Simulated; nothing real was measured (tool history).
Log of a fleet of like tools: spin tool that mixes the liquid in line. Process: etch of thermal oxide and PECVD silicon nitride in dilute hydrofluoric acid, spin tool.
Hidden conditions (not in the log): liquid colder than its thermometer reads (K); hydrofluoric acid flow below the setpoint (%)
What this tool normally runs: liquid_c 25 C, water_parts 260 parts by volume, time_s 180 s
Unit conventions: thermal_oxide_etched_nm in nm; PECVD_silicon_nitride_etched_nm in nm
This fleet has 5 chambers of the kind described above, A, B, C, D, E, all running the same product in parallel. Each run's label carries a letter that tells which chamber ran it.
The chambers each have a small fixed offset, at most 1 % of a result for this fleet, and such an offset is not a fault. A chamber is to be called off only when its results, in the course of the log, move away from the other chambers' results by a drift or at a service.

run   hour  liquid_c  water_parts  time_s  hours since the thermometer was replaced  hours since the hydrofluoric acid flow meter was replaced  read-back film thickness of the thermal oxide reference wafer, read on the same gauge (nm)  read-back film thickness of the PECVD silicon nitride reference wafer, read on the same gauge (nm)  thermal_oxide_etched_nm  PECVD_silicon_nitride_etched_nm
 1A    5.5        25          260     180                                     854.4                                                     1709.1                                                                                      129.99                                                                                              130.01                   2.8704                           4.1575
 2B   12.5        25          260     180                                     371.3                                                      262.6                                                                                      129.99                                                                                              129.98                   2.8731                           4.2969
 3D   18.8        25          260     180                                     548.4                                                      147.6                                                                                         130                                                                                              129.98                   2.8228                            4.287
 4C   25.2        25          260     180                                    1073.2                                                      860.2                                                                                      130.01                                                                                                 130                   2.8807                           4.1936
 5E   32.4        25          260     180                                    1206.1                                                      636.6                                                                                      130.01                                                                                              130.02                   2.8637                           4.1136
 6D   36.1        25          260     180                                     565.7                                                      164.9                                                                                         130                                                                                              129.98                   2.8868                           4.1795
 7B     43        25          260     180                                     401.8                                                      293.1                                                                                      130.02                                                                                              129.98                   2.8699                           4.1501
 8C   49.1        25          260     180                                    1097.1                                                      884.1                                                                                         130                                                                                                 130                   2.8744                           4.0913
      50.6  -- chamber C: hydrofluoric acid flow meter replaced
 9E   55.2        25          260     180                                    1228.9                                                      659.4                                                                                      129.98                                                                                              130.01                   2.8801                           4.1587
10A   60.3        25          260     180                                     909.2                                                     1763.9                                                                                         130                                                                                              129.99                   2.9193                           4.2375
11D   68.1        25          260     220                                     597.7                                                      196.9                                                                                         130                                                                                              130.02                   3.4854                           5.2383
12C   72.5        25          260     220                                    1120.5                                                         22                                                                                      129.97                                                                                              129.99                    3.494                           5.0947
13A   78.9        25          260     220                                     927.8                                                     1782.5                                                                                      129.97                                                                                              129.96                   3.5335                           4.9948
14B   83.3        25          260     220                                     442.1                                                      333.4                                                                                      129.98                                                                                                 130                   3.5503                           5.1258
15E   87.3        25          260     220                                      1261                                                      691.5                                                                                      129.97                                                                                              129.98                   3.5353                           5.0994
16A     91        25          260     180                                     939.9                                                     1794.6                                                                                      129.98                                                                                              130.02                   2.8957                           4.1601
17E   94.8        25          260     180                                    1268.5                                                        699                                                                                      129.98                                                                                              130.02                   2.8591                           4.2541
18C  100.6        25          260     180                                    1148.6                                                       50.1                                                                                      129.99                                                                                                 130                   2.8588                           4.1419
     102.3  -- chamber E: thermometer replaced
19D  106.1        25          310     180                                     635.7                                                      234.9                                                                                      130.01                                                                                              130.02                   2.3083                           3.5103
20B  113.3        25          310     180                                     472.1                                                      363.4                                                                                      130.01                                                                                                 130                   2.2809                           3.4742
21D  120.2        25          310     180                                     649.8                                                        249                                                                                      130.03                                                                                              130.01                   2.2707                           3.5301
22C  127.6        25          310     180                                    1175.6                                                       77.1                                                                                      129.99                                                                                              129.99                   2.3043                           3.5088
23E  131.4        25          310     180                                      29.1                                                      735.6                                                                                      130.01                                                                                              130.01                   2.3035                           3.5786
24A  139.1        25          380     100                                       988                                                     1842.7                                                                                         130                                                                                              130.02                  0.98254                           1.5735
25B  145.9        25          380     100                                     504.7                                                        396                                                                                      129.97                                                                                              130.01                  0.97411                           1.5953
26A  149.9        25          380     100                                     998.8                                                     1853.5                                                                                         130                                                                                              130.01                  0.97435                           1.6013
27B  157.6        25          380     100                                     516.4                                                      407.7                                                                                      129.99                                                                                              130.02                  0.97521                           1.6063
28C  161.6        25          380     100                                    1209.6                                                      111.1                                                                                      129.99                                                                                              129.98                  0.97156                           1.5959
     165.4  -- chamber E: hydrofluoric acid flow meter replaced
29D  165.9        25          260     180                                     695.5                                                      294.7                                                                                      129.98                                                                                              130.01                   2.8713                           4.2287
30E  173.7        25          260     180                                      71.4                                                        8.3                                                                                         130                                                                                              129.99                   2.8726                           4.2499
31D  179.2        25          260     180                                     708.8                                                        308                                                                                         130                                                                                              130.01                   2.8987                           4.2647

Which is it: a chamber that has drifted or been left off by a service, a gauge drift common to all chambers, or only each chamber's usual small offset? If a chamber is off, name it and its likeliest cause.

The fleet is healthy, with each chamber sitting at its usual small offset and no drift in the gauge.

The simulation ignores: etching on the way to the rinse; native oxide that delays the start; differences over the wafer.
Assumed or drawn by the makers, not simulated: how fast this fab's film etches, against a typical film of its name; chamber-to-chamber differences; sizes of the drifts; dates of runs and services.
